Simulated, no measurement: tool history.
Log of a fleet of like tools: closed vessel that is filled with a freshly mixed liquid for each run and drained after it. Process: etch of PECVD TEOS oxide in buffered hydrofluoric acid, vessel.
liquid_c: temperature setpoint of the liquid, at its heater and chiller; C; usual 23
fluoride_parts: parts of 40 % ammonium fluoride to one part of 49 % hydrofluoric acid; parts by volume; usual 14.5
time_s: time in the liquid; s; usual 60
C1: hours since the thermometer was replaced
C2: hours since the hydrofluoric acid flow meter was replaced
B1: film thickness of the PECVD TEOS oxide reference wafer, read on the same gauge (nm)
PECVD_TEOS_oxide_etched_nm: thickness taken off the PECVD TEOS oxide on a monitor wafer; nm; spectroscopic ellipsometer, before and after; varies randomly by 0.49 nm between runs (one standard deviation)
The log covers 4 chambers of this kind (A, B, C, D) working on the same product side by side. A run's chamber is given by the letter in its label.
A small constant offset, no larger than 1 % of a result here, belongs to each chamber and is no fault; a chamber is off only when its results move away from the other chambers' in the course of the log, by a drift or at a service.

Run 1C, hour 13: usual settings; C1 1893.7; C2 1369.6; B1 120.03. Result: PECVD_TEOS_oxide_etched_nm 62.187 nm.
Run 2D, hour 22.7: usual settings; C1 1405.2; C2 37.4; B1 120.01. Result: PECVD_TEOS_oxide_etched_nm 62.394 nm.
Run 3B, hour 32.5: usual settings; C1 897.3; C2 281.7; B1 120. Result: PECVD_TEOS_oxide_etched_nm 62.626 nm.
Run 4A, hour 43.7: usual settings; C1 262.1; C2 634.4; B1 120.01. Result: PECVD_TEOS_oxide_etched_nm 61.616 nm.
Run 5B, hour 53.1: usual settings but liquid_c 18.5 C, time_s 80 s; C1 917.9; C2 302.3; B1 120. Result: PECVD_TEOS_oxide_etched_nm 64.981 nm.
Run 6A, hour 65.7: usual settings but liquid_c 18.5 C, time_s 80 s; C1 284.1; C2 656.4; B1 120. Result: PECVD_TEOS_oxide_etched_nm 63.677 nm.
Run 7D, hour 79: usual settings but liquid_c 18.5 C, time_s 80 s; C1 1461.5; C2 93.7; B1 119.99. Result: PECVD_TEOS_oxide_etched_nm 64.735 nm.
Run 8C, hour 85.2: usual settings but liquid_c 18.5 C, time_s 80 s; C1 1965.9; C2 1441.8; B1 119.98. Result: PECVD_TEOS_oxide_etched_nm 64.903 nm.
Run 9A, hour 94: usual settings; C1 312.4; C2 684.7; B1 120.01. Result: PECVD_TEOS_oxide_etched_nm 61.683 nm.
Run 10B, hour 105.2: usual settings but time_s 50 s; C1 970; C2 354.4; B1 120. Result: PECVD_TEOS_oxide_etched_nm 53.186 nm.
At hour 106.2: chamber B: thermometer replaced.
Run 11D, hour 117.8: usual settings but time_s 50 s; C1 1500.3; C2 132.5; B1 120. Result: PECVD_TEOS_oxide_etched_nm 51.924 nm.
Run 12C, hour 128.5: usual settings but time_s 50 s; C1 2009.2; C2 1485.1; B1 120.01. Result: PECVD_TEOS_oxide_etched_nm 51.373 nm.
Run 13D, hour 135.3: usual settings but time_s 50 s; C1 1517.8; C2 150; B1 120. Result: PECVD_TEOS_oxide_etched_nm 52.961 nm.
Run 14B, hour 144.6: usual settings; C1 38.5; C2 393.8; B1 119.99. Result: PECVD_TEOS_oxide_etched_nm 62.918 nm.
Run 15C, hour 151.3: usual settings but time_s 45 s; C1 2032; C2 1507.9; B1 119.99. Result: PECVD_TEOS_oxide_etched_nm 45.917 nm.
Run 16A, hour 164.2: usual settings but time_s 45 s; C1 382.6; C2 754.9; B1 120. Result: PECVD_TEOS_oxide_etched_nm 46.588 nm.
Run 17B, hour 173.1: usual settings but time_s 45 s; C1 67; C2 422.3; B1 119.99. Result: PECVD_TEOS_oxide_etched_nm 47.39 nm.
Run 18A, hour 186.3: usual settings but time_s 45 s; C1 404.7; C2 777; B1 119.99. Result: PECVD_TEOS_oxide_etched_nm 46.51 nm.
Run 19C, hour 197.7: usual settings; C1 2078.4; C2 1554.3; B1 120.01. Result: PECVD_TEOS_oxide_etched_nm 63.037 nm.
At hour 199.1: chamber C: thermometer replaced.
Run 20D, hour 206.2: usual settings; C1 1588.7; C2 220.9; B1 120.01. Result: PECVD_TEOS_oxide_etched_nm 65.693 nm.
Run 21A, hour 214.8: usual settings; C1 433.2; C2 805.5; B1 119.99. Result: PECVD_TEOS_oxide_etched_nm 61.929 nm.
Run 22B, hour 225.9: usual settings; C1 119.8; C2 475.1; B1 120. Result: PECVD_TEOS_oxide_etched_nm 62.178 nm.
Run 23D, hour 233.5: usual settings; C1 1616; C2 248.2; B1 120. Result: PECVD_TEOS_oxide_etched_nm 66.235 nm.
Run 24C, hour 242.1: usual settings; C1 43.1; C2 1598.7; B1 120.01. Result: PECVD_TEOS_oxide_etched_nm 61.999 nm.
Run 25C, hour 248: usual settings but liquid_c 25.5 C; C1 49; C2 1604.6; B1 120.01. Result: PECVD_TEOS_oxide_etched_nm 71.121 nm.
Run 26D, hour 254.9: usual settings but liquid_c 25.5 C; C1 1637.4; C2 269.6; B1 120. Result: PECVD_TEOS_oxide_etched_nm 75.255 nm.
Run 27B, hour 263: usual settings but liquid_c 25.5 C; C1 156.9; C2 512.2; B1 120. Result: PECVD_TEOS_oxide_etched_nm 71.712 nm.
Run 28A, hour 275.9: usual settings but liquid_c 25.5 C; C1 494.3; C2 866.6; B1 120. Result: PECVD_TEOS_oxide_etched_nm 71.242 nm.
At hour 277.2: chamber C: hydrofluoric acid flow meter replaced.
Run 29D, hour 285.7: usual settings; C1 1668.2; C2 300.4; B1 120.01. Result: PECVD_TEOS_oxide_etched_nm 67.336 nm.
At hour 293.3: chamber B: hydrofluoric acid flow meter replaced.
Run 30C, hour 294.9: usual settings; C1 95.9; C2 17.7; B1 119.99. Result: PECVD_TEOS_oxide_etched_nm 61.479 nm.
Run 31B, hour 300.8: usual settings; C1 194.7; C2 7.5; B1 119.99. Result: PECVD_TEOS_oxide_etched_nm 62.62 nm.
Run 32A, hour 312.1: usual settings; C1 530.5; C2 902.8; B1 120. Result: PECVD_TEOS_oxide_etched_nm 61.427 nm.
Run 33B, hour 318.6: usual settings but liquid_c 20.5 C, fluoride_parts 9.5 parts by volume; C1 212.5; C2 25.3; B1 119.99. Result: PECVD_TEOS_oxide_etched_nm 79.246 nm.
Run 34A, hour 331.2: usual settings but liquid_c 20.5 C, fluoride_parts 9.5 parts by volume; C1 549.6; C2 921.9; B1 120.01. Result: PECVD_TEOS_oxide_etched_nm 80.202 nm.

Next, every chamber runs the same settings. What will each give?
Run 35A, hour 340.7: usual settings but liquid_c 26 C. Result: PECVD_TEOS_oxide_etched_nm ?.
Run 35B, hour 340.7: usual settings but liquid_c 26 C. Result: PECVD_TEOS_oxide_etched_nm ?.
Run 35C, hour 340.7: usual settings but liquid_c 26 C. Result: PECVD_TEOS_oxide_etched_nm ?.
Run 35D, hour 340.7: usual settings but liquid_c 26 C. Result: PECVD_TEOS_oxide_etched_nm ?.

run  PECVD_TEOS_oxide_etched_nm
35A                      72.265
35B                      72.311
35C                      73.381
35D                      81.459

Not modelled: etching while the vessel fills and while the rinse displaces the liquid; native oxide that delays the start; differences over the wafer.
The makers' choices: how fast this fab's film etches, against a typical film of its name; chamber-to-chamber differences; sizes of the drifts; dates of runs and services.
